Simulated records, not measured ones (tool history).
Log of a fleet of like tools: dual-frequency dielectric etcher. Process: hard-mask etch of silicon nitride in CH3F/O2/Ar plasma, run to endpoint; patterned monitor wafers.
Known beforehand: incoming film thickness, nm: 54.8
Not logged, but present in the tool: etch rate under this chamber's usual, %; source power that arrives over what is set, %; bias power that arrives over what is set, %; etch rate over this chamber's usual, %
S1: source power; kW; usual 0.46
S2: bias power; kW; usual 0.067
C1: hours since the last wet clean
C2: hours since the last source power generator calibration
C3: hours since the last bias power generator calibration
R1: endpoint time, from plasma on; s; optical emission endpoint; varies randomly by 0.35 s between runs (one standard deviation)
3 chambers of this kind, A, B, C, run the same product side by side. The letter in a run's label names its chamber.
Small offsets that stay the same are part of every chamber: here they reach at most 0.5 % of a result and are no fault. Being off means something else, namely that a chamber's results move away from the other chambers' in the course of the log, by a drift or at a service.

| run | hour | S1 | S2 | C1 | C2 | C3 | R1 |
|---|---|---|---|---|---|---|---|
| 1B | 10.6 | 0.46 | 0.067 | 217.4 | 307.2 | 340 | 77.228 |
| 2A | 20 | 0.46 | 0.067 | 304.9 | 1717.6 | 879.2 | 76.685 |
| 3C | 31.2 | 0.46 | 0.067 | 206.7 | 2394.9 | 2333 | 77.332 |
| 4C | 43.1 | 0.46 | 0.067 | 218.6 | 2406.8 | 2344.9 | 77.488 |
| 5A | 50 | 0.46 | 0.067 | 334.9 | 1747.6 | 909.2 | 76.768 |
| 6B | 59 | 0.53 | 0.074 | 265.8 | 355.6 | 388.4 | 70.271 |
| 7A | 69.1 | 0.53 | 0.074 | 354 | 1766.7 | 928.3 | 70.238 |
| 8B | 75.5 | 0.53 | 0.074 | 282.3 | 372.1 | 404.9 | 70.433 |
|  | 81.1 | chamber A: wet clean of the chamber |
| 9C | 86.9 | 0.46 | 0.067 | 262.4 | 2450.6 | 2388.7 | 77.311 |
| 10B | 92.7 | 0.46 | 0.067 | 299.5 | 389.3 | 422.1 | 76.954 |
| 11C | 101 | 0.46 | 0.067 | 276.5 | 2464.7 | 2402.8 | 77.458 |
| 12A | 110.6 | 0.46 | 0.067 | 29.6 | 1808.2 | 969.8 | 80.381 |
| 13C | 119.3 | 0.46 | 0.067 | 294.8 | 2483 | 2421.1 | 76.859 |
| 14A | 128.1 | 0.46 | 0.067 | 47.1 | 1825.7 | 987.3 | 79.504 |
| 15B | 137.4 | 0.46 | 0.067 | 344.2 | 434 | 466.8 | 76.79 |
| 16B | 146.9 | 0.4 | 0.067 | 353.7 | 443.5 | 476.3 | 81.341 |
| 17C | 157.3 | 0.4 | 0.067 | 332.8 | 2521 | 2459.1 | 81.548 |
| 18A | 162.8 | 0.4 | 0.067 | 81.8 | 1860.4 | 1022 | 84.837 |
| 19C | 170 | 0.54 | 0.057 | 345.5 | 2533.7 | 2471.8 | 75.914 |
| 20B | 177.5 | 0.54 | 0.057 | 384.3 | 474.1 | 506.9 | 76.057 |

Read the log: is a single chamber off, either drifting away or since a service, is the gauge that measures every chamber drifting, or is nothing wrong beyond small per-chamber offsets? Name any odd chamber and what most likely caused it.

Chamber A came out of a service off from its peers and stayed that way.
Most likely cause: etch rate under this chamber's usual, % = 4.06.

Here are 4 candidates for chamber A's next run, each the usual settings with a change, their results left as question marks. Which one brings its results back in line with what the others give on the usual settings?
Allowed miss from the other chambers' usual-settings mean, per result, to count as in line: R1 1.2 s
| 21A-1 | 186.5 | 0.43 | 0.064 |  |  |  | ? |
| 21A-2 | 186.5 | 0.49 | 0.07 |  |  |  | ? |
| 21A-3 | 186.5 | 0.45 | 0.066 |  |  |  | ? |
| 21A-4 | 186.5 | 0.46 | 0.07 |  |  |  | ? |

Mean of the other chambers on the usual settings: R1 76.886 s
| run | R1 |
|---|---|
| 21A-1 | 83.383 |
| 21A-2 | 76.988 |
| 21A-3 | 81.112 |
| 21A-4 | 78.881 |
21A-2 puts the chamber back in line with the other chambers.

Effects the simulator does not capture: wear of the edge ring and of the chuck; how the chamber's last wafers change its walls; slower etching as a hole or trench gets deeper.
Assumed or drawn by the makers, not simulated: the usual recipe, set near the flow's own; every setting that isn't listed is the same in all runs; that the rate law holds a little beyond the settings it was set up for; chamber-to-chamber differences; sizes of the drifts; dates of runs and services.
